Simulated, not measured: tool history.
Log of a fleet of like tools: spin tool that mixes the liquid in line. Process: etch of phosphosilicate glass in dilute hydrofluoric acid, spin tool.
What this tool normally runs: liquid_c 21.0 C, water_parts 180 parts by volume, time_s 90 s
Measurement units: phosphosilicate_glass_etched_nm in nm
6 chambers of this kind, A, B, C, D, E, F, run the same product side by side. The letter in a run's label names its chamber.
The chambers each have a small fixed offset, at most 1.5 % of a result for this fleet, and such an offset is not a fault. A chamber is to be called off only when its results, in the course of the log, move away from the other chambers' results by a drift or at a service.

run,day,liquid_c,water_parts,time_s,"read-back film thickness of the phosphosilicate glass reference wafer, read on the same gauge (nm)",phosphosilicate_glass_etched_nm
1B,0.329,21.0,180,90,30.022,53.263
2A,0.738,21.0,180,90,29.987,53.101
# day 0.908: chamber D: hydrofluoric acid flow meter replaced
3D,1.117,21.0,180,90,29.998,52.671
4C,1.300,21.0,180,90,30.010,53.011
5E,1.550,21.0,180,90,30.005,52.477
6F,1.900,21.0,180,90,30.001,52.350
7A,2.258,21.0,180,90,29.996,53.016
8E,2.454,21.0,180,90,30.015,53.012
9D,2.758,21.0,180,90,29.994,53.329
10B,3.038,21.0,180,90,29.989,52.975
11C,3.342,21.0,180,90,29.988,51.854
12F,3.542,21.0,180,90,29.999,52.553
13B,3.888,21.0,180,90,29.980,52.822
14F,4.233,17.5,180,90,30.016,45.775
15E,4.471,17.5,180,90,29.977,46.054
16D,4.812,17.5,180,90,30.001,46.681
17A,5.038,17.5,180,90,30.023,46.973
18C,5.221,17.5,180,90,30.012,44.872
19B,5.475,17.5,180,90,30.013,45.839
20F,5.775,21.0,180,90,30.000,53.304
21A,6.117,21.0,180,90,30.019,53.590
22E,6.500,21.0,245,90,29.999,35.700
23C,6.871,21.0,245,90,30.001,36.106
24D,7.192,21.0,245,90,30.007,37.267
25D,7.542,21.0,245,90,29.997,37.397
# day 7.871: chamber E: thermometer replaced
26F,7.946,21.0,245,90,29.993,35.904
27A,8.221,21.0,245,90,30.014,37.181
28C,8.588,21.0,180,90,29.981,52.398
29B,8.912,21.0,180,90,29.993,52.907
30E,9.233,21.0,180,90,29.996,52.798
31E,9.554,21.0,180,90,29.976,52.596
32C,9.854,21.0,180,90,29.988,52.172
# day 10.254: chamber A: hydrofluoric acid flow meter replaced
33F,10.258,21.0,180,90,30.010,52.535
34B,10.629,21.0,180,90,30.011,52.815
35A,10.992,23.0,180,130,30.020,83.074
36D,11.300,23.0,180,130,30.010,85.325
37A,11.496,23.0,180,130,29.972,84.606
38B,11.688,23.0,180,130,29.984,81.890
39D,11.888,23.0,180,130,29.996,86.600
# day 12.104: chamber E: hydrofluoric acid flow meter replaced
40C,12.283,23.0,180,130,29.996,80.923
41E,12.471,21.0,180,90,30.020,53.433
42F,12.696,21.0,180,90,29.992,52.800

Is one chamber out of step, is the gauge drifting, or do the chambers differ by no more than their own small offsets? For an off chamber, give its letter and the likeliest cause.

One chamber, D, drifts off from the rest bit by bit.
Cause: liquid hotter than its thermometer reads (K) = 1.46.
The log may not tell that from: hydrofluoric acid flow above the setpoint (%).

Which of the 4 candidates below, each the usual settings with something changed and its results left as question marks, puts chamber D back in line with what the other chambers give on the usual settings?
Allowed miss from the other chambers' usual-settings mean, per result, to count as in line: phosphosilicate_glass_etched_nm 1.500 nm
43D-1,12.983,21.0,170,95,,?
43D-2,12.983,21.0,180,85,,?
43D-3,12.983,22.5,180,90,,?
43D-4,12.983,21.0,180,80,,?

Mean of the other chambers on the usual settings: phosphosilicate_glass_etched_nm 52.685 nm
run,phosphosilicate_glass_etched_nm
43D-1,62.910
43D-2,52.614
43D-3,59.001
43D-4,49.519
43D-2 brings the chamber back in line.
